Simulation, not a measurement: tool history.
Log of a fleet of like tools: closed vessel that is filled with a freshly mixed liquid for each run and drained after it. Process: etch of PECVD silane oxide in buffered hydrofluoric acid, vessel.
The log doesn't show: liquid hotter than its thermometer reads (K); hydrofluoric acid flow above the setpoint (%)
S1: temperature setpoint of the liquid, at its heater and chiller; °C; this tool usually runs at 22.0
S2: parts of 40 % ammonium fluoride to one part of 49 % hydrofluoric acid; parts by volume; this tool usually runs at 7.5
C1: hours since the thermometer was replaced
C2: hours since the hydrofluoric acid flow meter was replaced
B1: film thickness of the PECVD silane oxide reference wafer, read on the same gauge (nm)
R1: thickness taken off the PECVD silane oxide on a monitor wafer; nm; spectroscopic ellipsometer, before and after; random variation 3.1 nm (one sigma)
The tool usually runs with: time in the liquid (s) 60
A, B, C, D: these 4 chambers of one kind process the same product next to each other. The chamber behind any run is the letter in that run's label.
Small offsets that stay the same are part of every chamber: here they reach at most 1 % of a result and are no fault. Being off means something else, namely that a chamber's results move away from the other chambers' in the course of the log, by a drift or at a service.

{"run": "1D", "hour": 6.4, "S1": 22.0, "S2": 7.5, "time in the liquid (s)": 60, "C1": 222.6, "C2": 860.3, "B1": 40.022, "R1": 341.76}
{"run": "2C", "hour": 13.8, "S1": 22.0, "S2": 7.5, "time in the liquid (s)": 60, "C1": 240.4, "C2": 1696.7, "B1": 39.959, "R1": 340.28}
{"run": "3B", "hour": 20.2, "S1": 22.0, "S2": 7.5, "time in the liquid (s)": 60, "C1": 767.1, "C2": 706.4, "B1": 40.021, "R1": 343.43}
{"run": "4A", "hour": 28.4, "S1": 22.0, "S2": 7.5, "time in the liquid (s)": 60, "C1": 755.9, "C2": 468.0, "B1": 39.98, "R1": 340.04}
{"run": "5B", "hour": 35.4, "S1": 22.0, "S2": 7.5, "time in the liquid (s)": 60, "C1": 782.3, "C2": 721.6, "B1": 39.989, "R1": 337.44}
{"run": "6D", "hour": 43.7, "S1": 18.5, "S2": 7.5, "time in the liquid (s)": 40, "C1": 259.9, "C2": 897.6, "B1": 39.969, "R1": 183.89}
{"run": "7C", "hour": 48.5, "S1": 18.5, "S2": 7.5, "time in the liquid (s)": 40, "C1": 275.1, "C2": 1731.4, "B1": 39.981, "R1": 188.91}
{"run": "8A", "hour": 56.9, "S1": 18.5, "S2": 7.5, "time in the liquid (s)": 40, "C1": 784.4, "C2": 496.5, "B1": 40.041, "R1": 191.67}
{"run": "9C", "hour": 64.0, "S1": 18.5, "S2": 7.5, "time in the liquid (s)": 40, "C1": 290.6, "C2": 1746.9, "B1": 39.973, "R1": 187.21}
{"run": "10D", "hour": 69.7, "S1": 24.5, "S2": 7.5, "time in the liquid (s)": 50, "C1": 285.9, "C2": 923.6, "B1": 40.008, "R1": 324.74}
{"run": "11A", "hour": 78.3, "S1": 24.5, "S2": 7.5, "time in the liquid (s)": 50, "C1": 805.8, "C2": 517.9, "B1": 39.987, "R1": 324.86}
{"run": "12B", "hour": 86.6, "S1": 24.5, "S2": 7.5, "time in the liquid (s)": 50, "C1": 833.5, "C2": 772.8, "B1": 39.978, "R1": 325.21}
{"run": "13A", "hour": 94.4, "S1": 24.5, "S2": 7.5, "time in the liquid (s)": 50, "C1": 821.9, "C2": 534.0, "B1": 39.99, "R1": 326.68}
{"run": "14B", "hour": 104.0, "S1": 22.0, "S2": 7.5, "time in the liquid (s)": 60, "C1": 850.9, "C2": 790.2, "B1": 39.985, "R1": 340.37}
{"run": "15D", "hour": 112.7, "S1": 22.0, "S2": 7.5, "time in the liquid (s)": 60, "C1": 328.9, "C2": 966.6, "B1": 40.002, "R1": 343.0}
{"run": "16C", "hour": 119.9, "S1": 22.0, "S2": 7.5, "time in the liquid (s)": 60, "C1": 346.5, "C2": 1802.8, "B1": 39.986, "R1": 343.83}
{"run": "17B", "hour": 127.8, "S1": 22.0, "S2": 7.5, "time in the liquid (s)": 60, "C1": 874.7, "C2": 814.0, "B1": 39.99, "R1": 334.18}
{"run": "18D", "hour": 137.4, "S1": 23.5, "S2": 7.5, "time in the liquid (s)": 60, "C1": 353.6, "C2": 991.3, "B1": 40.023, "R1": 370.02}
{"run": "19A", "hour": 145.2, "S1": 23.5, "S2": 7.5, "time in the liquid (s)": 60, "C1": 872.7, "C2": 584.8, "B1": 39.997, "R1": 372.31}
{"run": "20C", "hour": 154.9, "S1": 23.5, "S2": 7.5, "time in the liquid (s)": 60, "C1": 381.5, "C2": 1837.8, "B1": 39.98, "R1": 372.91}
{"run": "21C", "hour": 159.5, "S1": 23.5, "S2": 7.5, "time in the liquid (s)": 60, "C1": 386.1, "C2": 1842.4, "B1": 40.01, "R1": 381.9}
{"run": "22A", "hour": 167.8, "S1": 20.5, "S2": 7.5, "time in the liquid (s)": 60, "C1": 895.3, "C2": 607.4, "B1": 39.997, "R1": 308.29}
{"run": "23D", "hour": 176.7, "S1": 20.5, "S2": 7.5, "time in the liquid (s)": 60, "C1": 392.9, "C2": 1030.6, "B1": 39.997, "R1": 313.4}
{"run": "24B", "hour": 182.0, "S1": 20.5, "S2": 7.5, "time in the liquid (s)": 60, "C1": 928.9, "C2": 868.2, "B1": 39.999, "R1": 310.85}
{"run": "25D", "hour": 190.4, "S1": 20.5, "S2": 7.5, "time in the liquid (s)": 60, "C1": 406.6, "C2": 1044.3, "B1": 39.983, "R1": 315.62}
{"run": "26C", "hour": 195.8, "S1": 22.0, "S2": 7.5, "time in the liquid (s)": 60, "C1": 422.4, "C2": 1878.7, "B1": 39.991, "R1": 342.68}
{"run": "27B", "hour": 202.4, "S1": 22.0, "S2": 7.5, "time in the liquid (s)": 60, "C1": 949.3, "C2": 888.6, "B1": 40.047, "R1": 340.07}
{"run": "28A", "hour": 208.8, "S1": 22.0, "S2": 7.5, "time in the liquid (s)": 60, "C1": 936.3, "C2": 648.4, "B1": 39.96, "R1": 338.94}
{"run": "29D", "hour": 217.8, "S1": 22.0, "S2": 7.5, "time in the liquid (s)": 60, "C1": 434.0, "C2": 1071.7, "B1": 39.962, "R1": 335.59}
{"run": "30A", "hour": 223.4, "S1": 22.0, "S2": 7.5, "time in the liquid (s)": 60, "C1": 950.9, "C2": 663.0, "B1": 40.03, "R1": 341.07}
{"run": "31C", "hour": 227.8, "S1": 24.0, "S2": 6.5, "time in the liquid (s)": 60, "C1": 454.4, "C2": 1910.7, "B1": 39.975, "R1": 440.72}
{"run": "32B", "hour": 234.9, "S1": 24.0, "S2": 6.5, "time in the liquid (s)": 60, "C1": 981.8, "C2": 921.1, "B1": 39.973, "R1": 437.47}
{"run": "33D", "hour": 240.7, "S1": 24.0, "S2": 6.5, "time in the liquid (s)": 60, "C1": 456.9, "C2": 1094.6, "B1": 40.012, "R1": 436.55}
{"run": "34A", "hour": 246.6, "S1": 24.0, "S2": 6.5, "time in the liquid (s)": 60, "C1": 974.1, "C2": 686.2, "B1": 39.983, "R1": 439.83}
{"run": "35C", "hour": 255.9, "S1": 22.0, "S2": 7.5, "time in the liquid (s)": 75, "C1": 482.5, "C2": 1938.8, "B1": 39.993, "R1": 421.82}
{"run": "36B", "hour": 260.2, "S1": 22.0, "S2": 7.5, "time in the liquid (s)": 75, "C1": 1007.1, "C2": 946.4, "B1": 40.003, "R1": 430.82}
{"run": "37C", "hour": 268.8, "S1": 22.0, "S2": 7.5, "time in the liquid (s)": 75, "C1": 495.4, "C2": 1951.7, "B1": 40.0, "R1": 430.6}
{"run": "38A", "hour": 273.0, "S1": 22.0, "S2": 7.5, "time in the liquid (s)": 75, "C1": 1000.5, "C2": 712.6, "B1": 39.963, "R1": 432.36}
{"run": "39D", "hour": 279.0, "S1": 22.0, "S2": 7.5, "time in the liquid (s)": 60, "C1": 495.2, "C2": 1132.9, "B1": 40.015, "R1": 339.88}
{"run": "40B", "hour": 283.2, "S1": 22.0, "S2": 7.5, "time in the liquid (s)": 60, "C1": 1030.1, "C2": 969.4, "B1": 39.999, "R1": 341.11}
{"run": "41D", "hour": 291.6, "S1": 22.0, "S2": 7.5, "time in the liquid (s)": 60, "C1": 507.8, "C2": 1145.5, "B1": 40.021, "R1": 340.19}
{"run": "42C", "hour": 297.2, "S1": 22.0, "S2": 7.5, "time in the liquid (s)": 60, "C1": 523.8, "C2": 1980.1, "B1": 39.965, "R1": 342.35}
{"run": "43B", "hour": 303.2, "S1": 20.0, "S2": 7.5, "time in the liquid (s)": 80, "C1": 1050.1, "C2": 989.4, "B1": 40.032, "R1": 408.57}

The same settings go to every chamber for the next run, one line per chamber below. Forecast the results for each:
{"run": "44A", "hour": 310.1, "S1": 22.0, "S2": 7.5, "time in the liquid (s)": 60, "R1": "?"}
{"run": "44B", "hour": 310.1, "S1": 22.0, "S2": 7.5, "time in the liquid (s)": 60, "R1": "?"}
{"run": "44C", "hour": 310.1, "S1": 22.0, "S2": 7.5, "time in the liquid (s)": 60, "R1": "?"}
{"run": "44D", "hour": 310.1, "S1": 22.0, "S2": 7.5, "time in the liquid (s)": 60, "R1": "?"}

run=44A R1=344.60
run=44B R1=338.71
run=44C R1=345.24
run=44D R1=336.98

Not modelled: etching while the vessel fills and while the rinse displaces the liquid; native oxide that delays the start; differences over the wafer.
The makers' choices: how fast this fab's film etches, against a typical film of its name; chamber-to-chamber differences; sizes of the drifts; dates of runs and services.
